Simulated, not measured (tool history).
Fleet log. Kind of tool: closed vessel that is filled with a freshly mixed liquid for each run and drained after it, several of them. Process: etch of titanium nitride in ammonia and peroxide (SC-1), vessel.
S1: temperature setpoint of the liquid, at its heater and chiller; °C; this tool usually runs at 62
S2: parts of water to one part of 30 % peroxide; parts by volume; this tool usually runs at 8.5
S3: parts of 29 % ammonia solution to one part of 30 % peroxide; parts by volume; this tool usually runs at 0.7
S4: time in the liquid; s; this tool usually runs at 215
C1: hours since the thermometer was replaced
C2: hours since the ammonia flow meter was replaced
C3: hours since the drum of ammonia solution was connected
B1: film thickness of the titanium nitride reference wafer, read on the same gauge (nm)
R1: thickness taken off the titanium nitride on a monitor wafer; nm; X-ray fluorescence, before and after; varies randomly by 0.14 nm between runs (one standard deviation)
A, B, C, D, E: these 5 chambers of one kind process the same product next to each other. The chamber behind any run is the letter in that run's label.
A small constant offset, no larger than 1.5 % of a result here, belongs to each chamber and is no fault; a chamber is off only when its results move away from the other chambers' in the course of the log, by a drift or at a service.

Run 1E, hour 6.1: usual settings; C1 294.6; C2 73.4; C3 158.8; B1 39.974. Result: R1 42.317 nm.
Run 2C, hour 13.7: usual settings; C1 429.2; C2 643.2; C3 28.5; B1 40.012. Result: R1 42.809 nm.
Run 3B, hour 20.5: usual settings; C1 1752.8; C2 1132; C3 269.3; B1 39.989. Result: R1 43.04 nm.
Run 4D, hour 30.3: usual settings; C1 1799.1; C2 150.2; C3 310.9; B1 40.066. Result: R1 42.347 nm.
Run 5A, hour 36.3: usual settings; C1 1290.7; C2 945.2; C3 591.5; B1 40.03. Result: R1 42.433 nm.
At hour 41.7: chamber C: ammonia flow meter replaced.
Run 6D, hour 43.8: usual settings; C1 1812.6; C2 163.7; C3 324.4; B1 40.036. Result: R1 42.361 nm.
Run 7E, hour 48.8: usual settings but S3 0.5 parts by volume; C1 337.3; C2 116.1; C3 201.5; B1 40.032. Result: R1 40.009 nm.
Run 8B, hour 57: usual settings but S3 0.5 parts by volume; C1 1789.3; C2 1168.5; C3 305.8; B1 39.988. Result: R1 40.526 nm.
Run 9A, hour 63.6: usual settings but S3 0.5 parts by volume; C1 1318; C2 972.5; C3 618.8; B1 39.957. Result: R1 40.305 nm.
Run 10C, hour 69.7: usual settings but S3 0.5 parts by volume; C1 485.2; C2 28; C3 84.5; B1 40.031. Result: R1 40.632 nm.
Run 11E, hour 80: usual settings but S3 0.5 parts by volume; C1 368.5; C2 147.3; C3 232.7; B1 39.968. Result: R1 39.928 nm.
Run 12D, hour 89.9: usual settings; C1 1858.7; C2 209.8; C3 370.5; B1 40.001. Result: R1 42.246 nm.
Run 13B, hour 95.5: usual settings; C1 1827.8; C2 1207; C3 344.3; B1 39.965. Result: R1 42.872 nm.
Run 14A, hour 101: usual settings; C1 1355.4; C2 1009.9; C3 656.2; B1 39.989. Result: R1 42.647 nm.
Run 15C, hour 108.7: usual settings; C1 524.2; C2 67; C3 123.5; B1 40.029. Result: R1 42.946 nm.
Run 16C, hour 114.1: usual settings; C1 529.6; C2 72.4; C3 128.9; B1 40.002. Result: R1 42.753 nm.
Run 17B, hour 122.5: usual settings; C1 1854.8; C2 1234; C3 371.3; B1 40.01. Result: R1 42.939 nm.
Run 18E, hour 127.5: usual settings; C1 416; C2 194.8; C3 280.2; B1 40.013. Result: R1 42.272 nm.
Run 19D, hour 135: usual settings but S3 0.95 parts by volume; C1 1903.8; C2 254.9; C3 415.6; B1 39.996. Result: R1 44.469 nm.
Run 20A, hour 144.7: usual settings but S3 0.95 parts by volume; C1 1399.1; C2 1053.6; C3 699.9; B1 40. Result: R1 45.27 nm.
Run 21B, hour 150.8: usual settings but S3 0.95 parts by volume; C1 1883.1; C2 1262.3; C3 399.6; B1 39.99. Result: R1 45.05 nm.
Run 22A, hour 158.2: usual settings but S3 0.95 parts by volume; C1 1412.6; C2 1067.1; C3 713.4; B1 39.992. Result: R1 45.15 nm.
Run 23C, hour 164.4: usual settings but S3 0.95 parts by volume; C1 579.9; C2 122.7; C3 179.2; B1 39.996. Result: R1 44.991 nm.
Run 24D, hour 169.8: usual settings; C1 1938.6; C2 289.7; C3 450.4; B1 40.022. Result: R1 42.364 nm.
Run 25E, hour 177.6: usual settings but S3 0.85 parts by volume, S4 140 s; C1 466.1; C2 244.9; C3 330.3; B1 40.039. Result: R1 28.53 nm.
Run 26E, hour 186.7: usual settings but S3 0.85 parts by volume, S4 140 s; C1 475.2; C2 254; C3 339.4; B1 40.001. Result: R1 28.421 nm.
Run 27A, hour 196.4: usual settings but S3 0.85 parts by volume, S4 140 s; C1 1450.8; C2 1105.3; C3 751.6; B1 40.02. Result: R1 29.05 nm.
At hour 202.1: chamber B: new drum of ammonia solution connected.
Run 28D, hour 202.8: usual settings but S3 0.85 parts by volume, S4 140 s; C1 1971.6; C2 322.7; C3 483.4; B1 40.014. Result: R1 28.277 nm.
Run 29C, hour 210.2: usual settings but S3 0.85 parts by volume, S4 140 s; C1 625.7; C2 168.5; C3 225; B1 39.99. Result: R1 28.833 nm.
Run 30B, hour 217.8: usual settings; C1 1950.1; C2 1329.3; C3 15.8; B1 40.021. Result: R1 43.05 nm.
Run 31E, hour 226.4: usual settings; C1 514.9; C2 293.7; C3 379.1; B1 39.974. Result: R1 42.388 nm.
Run 32A, hour 237: usual settings; C1 1491.4; C2 1145.9; C3 792.2; B1 39.955. Result: R1 43.919 nm.
Run 33C, hour 243: usual settings but S1 57 °C, S4 275 s; C1 658.5; C2 201.3; C3 257.8; B1 40.049. Result: R1 39.564 nm.
Run 34B, hour 250.7: usual settings but S1 57 °C, S4 275 s; C1 1983; C2 1362.2; C3 48.7; B1 40.036. Result: R1 39.456 nm.

What goes on in this fleet: one chamber off, a drifting gauge, or nothing beyond the chambers' own small offsets? Name the chamber and the cause, if any.

It is chamber A that slowly wanders off from its peers.
Cause: liquid hotter than its thermometer reads (K) = 0.648.

Here are 4 candidates for chamber A's next run, each the usual settings with a change, their results left as question marks. Which one brings its results back in line with what the others give on the usual settings?
In-line tolerance around the mean of the other chambers on the usual settings: R1 0.49 nm
Run 35A-1, hour 258.5: usual settings but S2 9.5 parts by volume. Result: R1 ?.
Run 35A-2, hour 258.5: usual settings but S3 0.85 parts by volume. Result: R1 ?.
Run 35A-3, hour 258.5: usual settings but S2 9 parts by volume. Result: R1 ?.
Run 35A-4, hour 258.5: usual settings but S1 62.5 °C, S4 220 s. Result: R1 ?.

On the usual settings, the other chambers give on average: R1 42.661 nm
  run      R1
35A-1  41.482
35A-2  45.221
35A-3  42.632
35A-4  46.362
With 35A-3, the chamber falls back in line with the rest.
